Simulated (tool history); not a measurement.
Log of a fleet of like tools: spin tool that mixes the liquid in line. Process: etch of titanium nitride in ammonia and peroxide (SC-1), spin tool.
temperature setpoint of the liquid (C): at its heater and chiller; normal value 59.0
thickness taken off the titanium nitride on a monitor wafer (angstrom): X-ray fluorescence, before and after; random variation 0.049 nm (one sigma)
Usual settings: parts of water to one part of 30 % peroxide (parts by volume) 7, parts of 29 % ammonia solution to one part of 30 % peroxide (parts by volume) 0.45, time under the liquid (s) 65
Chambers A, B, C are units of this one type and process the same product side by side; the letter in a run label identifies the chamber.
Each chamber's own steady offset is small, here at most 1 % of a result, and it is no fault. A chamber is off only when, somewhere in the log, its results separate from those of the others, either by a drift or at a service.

run   hour  temperature setpoint of the liquid (C)  parts of water to one part of 30 % peroxide (parts by volume)  parts of 29 % ammonia solution to one part of 30 % peroxide (parts by volume)  time under the liquid (s)  read-back film thickness of the titanium nitride reference wafer, read on the same gauge (nm)  thickness taken off the titanium nitride on a monitor wafer (angstrom)
 1B    6.9                                    59.0                                                              7                                                                           0.45                         65                                                                                         79.992                                                                  76.170
 2C   16.1                                    59.0                                                              7                                                                           0.45                         65                                                                                         80.015                                                                  75.519
 3A   24.4                                    59.0                                                              7                                                                           0.45                         65                                                                                         79.993                                                                  76.474
 4B   32.7                                    59.0                                                              7                                                                           0.45                         65                                                                                         79.999                                                                  75.785
 5A   44.2                                    59.0                                                              7                                                                           0.45                         65                                                                                         80.009                                                                  77.423
 6C   50.6                                    59.0                                                              5                                                                           0.55                         65                                                                                         79.992                                                                  91.884
 7B   63.4                                    59.0                                                              5                                                                           0.55                         65                                                                                         79.998                                                                  91.537
      65.1  -- chamber C: ammonia flow meter replaced
 8C   72.1                                    59.0                                                              5                                                                           0.55                         65                                                                                         79.988                                                                  91.175
 9A   78.9                                    59.0                                                              7                                                                           0.45                         65                                                                                         79.991                                                                  75.782
10A   88.3                                    59.0                                                              7                                                                           0.45                         65                                                                                         79.965                                                                  77.093
11B   98.0                                    59.0                                                              7                                                                           0.45                         65                                                                                         79.959                                                                  75.746
     110.2  -- chamber B: new drum of ammonia solution connected
12C  110.3                                    59.0                                                              7                                                                           0.45                         65                                                                                         80.018                                                                  75.067
13A  116.8                                    50.5                                                              7                                                                           0.45                         65                                                                                         80.003                                                                  42.999
14C  124.4                                    50.5                                                              7                                                                           0.45                         65                                                                                         80.025                                                                  42.276
15B  131.3                                    50.5                                                              7                                                                           0.45                         65                                                                                         80.014                                                                  41.540
16C  139.4                                    59.0                                                              7                                                                           0.45                         65                                                                                         80.005                                                                  74.411
17A  151.6                                    59.0                                                              7                                                                           0.45                         65                                                                                         79.983                                                                  75.679
18B  158.6                                    59.0                                                              7                                                                           0.45                         65                                                                                         80.020                                                                  74.949
19B  168.7                                    59.0                                                              7                                                                           0.45                         65                                                                                         79.975                                                                  74.003
     168.9  -- chamber A: thermometer replaced
20C  176.2                                    59.0                                                              7                                                                           0.45                         65                                                                                         80.028                                                                  74.358
21A  181.7                                    59.0                                                              7                                                                           0.45                         65                                                                                         79.994                                                                  77.120
22C  189.0                                    59.0                                                              7                                                                           0.45                         65                                                                                         79.976                                                                  73.876
23B  195.4                                    59.0                                                              7                                                                           0.45                         65                                                                                         80.005                                                                  75.028
24A  206.4                                    59.0                                                              7                                                                           0.45                         65                                                                                         79.994                                                                  77.069
25A  217.5                                    59.0                                                              7                                                                           0.45                         65                                                                                         80.005                                                                  75.984
26B  229.0                                    59.0                                                              7                                                                           0.45                         65                                                                                         80.015                                                                  74.304
27C  240.4                                    68.0                                                              7                                                                           0.45                         50                                                                                         80.016                                                                  98.595
28C  251.0                                    68.0                                                              7                                                                           0.45                         50                                                                                         80.007                                                                  98.492
29B  262.5                                    68.0                                                              7                                                                           0.45                         50                                                                                         80.018                                                                 103.540
30A  271.0                                    59.0                                                              7                                                                           0.45                         65                                                                                         80.005                                                                  76.618
31C  280.8                                    59.0                                                              7                                                                           0.40                         65                                                                                         79.977                                                                  70.198
32A  292.4                                    59.0                                                              7                                                                           0.40                         65                                                                                         80.017                                                                  74.453
33B  299.9                                    59.0                                                              7                                                                           0.40                         65                                                                                         79.980                                                                  73.748
34C  306.9                                    50.5                                                              7                                                                           0.45                         65                                                                                         80.017                                                                  40.763
35A  317.1                                    50.5                                                              7                                                                           0.45                         65                                                                                         80.006                                                                  42.724
36B  323.3                                    50.5                                                              7                                                                           0.45                         65                                                                                         80.011                                                                  41.422
37A  329.9                                    59.0                                                              7                                                                           0.45                         65                                                                                         79.991                                                                  76.132
38C  340.7                                    59.0                                                              7                                                                           0.45                         65                                                                                         79.993                                                                  70.628
39B  348.7                                    59.0                                                              7                                                                           0.45                         65                                                                                         80.047                                                                  73.898
40C  357.4                                    59.0                                                              7                                                                           0.45                         65                                                                                         80.018                                                                  70.961
41A  367.5                                    59.0                                                              7                                                                           0.45                         65                                                                                         79.977                                                                  76.218
42B  376.7                                    59.0                                                              7                                                                           0.45                         65                                                                                         80.031                                                                  74.945
43C  387.2                                    59.0                                                              7                                                                           0.45                         65                                                                                         79.993                                                                  70.117
44B  395.9                                    59.0                                                              7                                                                           0.45                         65                                                                                         79.994                                                                  74.918

For the next run the whole fleet of 3 chambers uses the same settings. Give each chamber's results:
45A  405.1                                    59.0                                                              7                                                                           0.45                         45                                                                                                                                                                      ?
45B  405.1                                    59.0                                                              7                                                                           0.45                         45                                                                                                                                                                      ?
45C  405.1                                    59.0                                                              7                                                                           0.45                         45                                                                                                                                                                      ?

run  thickness taken off the titanium nitride on a monitor wafer (angstrom)
45A                                                                  52.677
45B                                                                  52.268
45C                                                                  48.195

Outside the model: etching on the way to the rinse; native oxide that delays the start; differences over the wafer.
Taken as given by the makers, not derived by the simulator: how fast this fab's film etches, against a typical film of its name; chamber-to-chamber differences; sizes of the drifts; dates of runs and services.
